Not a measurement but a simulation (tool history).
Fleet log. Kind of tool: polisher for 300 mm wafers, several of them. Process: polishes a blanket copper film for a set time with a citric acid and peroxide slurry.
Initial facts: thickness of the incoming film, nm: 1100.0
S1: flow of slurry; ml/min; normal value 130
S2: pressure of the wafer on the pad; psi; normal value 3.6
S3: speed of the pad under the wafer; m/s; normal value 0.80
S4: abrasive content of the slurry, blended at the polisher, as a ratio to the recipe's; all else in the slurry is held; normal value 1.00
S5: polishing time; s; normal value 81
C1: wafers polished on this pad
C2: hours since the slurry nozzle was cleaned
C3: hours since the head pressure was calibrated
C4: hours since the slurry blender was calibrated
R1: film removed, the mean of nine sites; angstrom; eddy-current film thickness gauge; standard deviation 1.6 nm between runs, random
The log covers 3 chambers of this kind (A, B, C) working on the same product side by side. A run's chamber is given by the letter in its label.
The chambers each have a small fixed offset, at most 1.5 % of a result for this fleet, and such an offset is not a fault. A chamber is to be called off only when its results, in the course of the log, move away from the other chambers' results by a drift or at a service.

run	hour	S1	S2	S3	S4	S5	C1	C2	C3	C4	R1
# hour 3.5: chamber C: worn pad replaced by a new one
1B	5.3	130	3.6	0.80	1.00	81	1114	463.1	243.5	189.2	1587.00
2A	9.8	130	3.6	0.80	1.00	81	968	20.6	94.8	175.1	1630.30
3C	12.9	130	3.6	0.80	1.00	81	102	255.9	409.1	45.7	1639.10
4A	17.4	130	3.6	0.80	1.00	81	1050	28.2	102.4	182.7	1644.40
5B	22.6	130	3.6	0.80	1.00	81	1300	480.4	260.8	206.5	1627.00
# hour 24.9: chamber B: worn pad replaced by a new one
6C	24.9	130	3.6	0.80	1.00	81	231	267.9	421.1	57.7	1634.90
# hour 26.8: chamber C: slurry nozzle cleaned
7C	29.7	130	3.6	0.80	1.00	81	283	3.0	425.9	62.5	1598.40
# hour 30.5: chamber A: worn pad replaced by a new one
8B	34.4	130	3.6	0.80	1.00	81	102	492.2	272.6	218.3	1647.30
9A	38.6	130	3.6	0.80	1.00	81	87	49.4	123.6	203.9	1642.90
10C	42.3	130	3.6	0.80	1.00	81	418	15.6	438.5	75.1	1628.90
11B	44.8	130	3.6	0.80	1.00	81	214	502.6	283.0	228.7	1643.30
12A	48.1	130	3.6	0.80	1.00	81	189	58.9	133.1	213.4	1642.90
13A	51.0	130	3.6	0.80	1.00	81	220	61.8	136.0	216.3	1607.20
14C	54.9	130	3.6	0.80	1.00	81	554	28.2	451.1	87.7	1590.20
15B	57.7	130	3.6	0.80	1.00	81	353	515.5	295.9	241.6	1624.00
16A	62.4	165	3.6	0.54	1.00	81	343	73.2	147.4	227.7	1167.80
# hour 63.9: chamber B: slurry blender recalibrated
17C	65.3	165	3.6	0.54	1.00	81	666	38.6	461.5	98.1	1171.20
18B	69.9	165	3.6	0.54	1.00	81	485	527.7	308.1	6.1	1154.40
19A	74.7	130	3.6	0.80	1.00	81	476	85.5	159.7	240.0	1629.90
20C	78.0	130	3.6	0.80	1.00	81	803	51.3	474.2	110.8	1615.50
21B	81.9	130	3.6	0.54	1.00	71	614	539.7	320.1	18.1	969.14
22A	85.2	130	3.6	0.54	1.00	71	589	96.0	170.2	250.5	966.99
# hour 90.1: chamber C: head pressure recalibrated
23B	90.3	130	3.6	0.54	1.00	71	704	548.1	328.5	26.5	955.79
# hour 92.7: chamber B: head pressure recalibrated
24C	93.6	130	3.6	0.80	1.00	81	971	66.9	3.5	126.4	1647.00
25C	98.2	130	3.6	0.80	1.00	81	1020	71.5	8.1	131.0	1632.30
26B	100.8	130	3.6	0.80	1.00	81	817	558.6	8.1	37.0	1446.30
27A	105.3	130	3.6	0.80	1.00	81	805	116.1	190.3	270.6	1631.20
28C	110.4	130	3.6	0.80	1.25	81	1152	83.7	20.3	143.2	1702.50
29A	113.2	130	3.6	0.80	1.25	81	890	124.0	198.2	278.5	1710.90
30B	117.3	130	3.6	0.80	1.25	81	995	575.1	24.6	53.5	1528.80
31C	121.1	130	3.6	0.80	1.00	81	1267	94.4	31.0	153.9	1617.20
32A	124.8	130	3.6	0.80	1.00	81	1015	135.6	209.8	290.1	1630.20
33B	128.6	130	3.6	0.80	1.00	81	1117	586.4	35.9	64.8	1441.60
34A	131.2	130	4.0	0.80	0.85	81	1084	142.0	216.2	296.5	1734.20
# hour 133.6: chamber A: worn pad replaced by a new one
35B	134.0	130	4.0	0.80	0.85	81	1175	591.8	41.3	70.2	1551.30
# hour 139.0: chamber B: worn pad replaced by a new one
36C	139.2	130	4.0	0.80	0.85	81	1462	112.5	49.1	172.0	1757.10
# hour 142.0: chamber C: worn pad replaced by a new one
37A	144.2	130	3.6	0.80	1.00	81	114	155.0	229.2	309.5	1656.80
# hour 148.5: chamber C: slurry blender recalibrated
38C	149.0	130	3.6	0.70	1.00	81	75	122.3	58.9	0.6	1417.90
39B	152.6	130	3.6	0.70	1.00	81	147	610.4	59.9	88.8	1264.90
40B	155.7	130	3.6	0.70	1.00	81	180	613.5	63.0	91.9	1290.10
41A	159.2	130	3.6	0.80	1.00	81	276	170.0	244.2	324.5	1624.70

Decide between three cases: one chamber stands off from its peers, the gauge reading all wafers drifts, or nothing is wrong past each chamber's small offset. Where a chamber is off, say which and what most likely put it there.

A service left chamber B off against the others.
Cause: head's pressure below its setpoint, % = 10.3.

Below are 4 candidate recipes for chamber B's next run, each the usual settings with a change, their results shown as question marks. Which of them brings B's results back in line with what the other chambers give on the usual settings?
In line means no further than this from the other chambers' mean on the usual settings: R1 55.00 angstrom
42B-1	163.0	130	3.6	0.80	1.00	66					?
42B-2	163.0	130	3.6	0.96	1.05	81					?
42B-3	163.0	130	3.6	0.72	1.00	81					?
42B-4	163.0	170	3.6	0.80	1.25	81					?

What the other chambers average on the usual settings: R1 1624.80 angstrom
run	R1
42B-1	1180.00
42B-2	1750.80
42B-3	1306.30
42B-4	1596.20
The right change is 42B-4: it brings the chamber back within the allowed miss of the others.

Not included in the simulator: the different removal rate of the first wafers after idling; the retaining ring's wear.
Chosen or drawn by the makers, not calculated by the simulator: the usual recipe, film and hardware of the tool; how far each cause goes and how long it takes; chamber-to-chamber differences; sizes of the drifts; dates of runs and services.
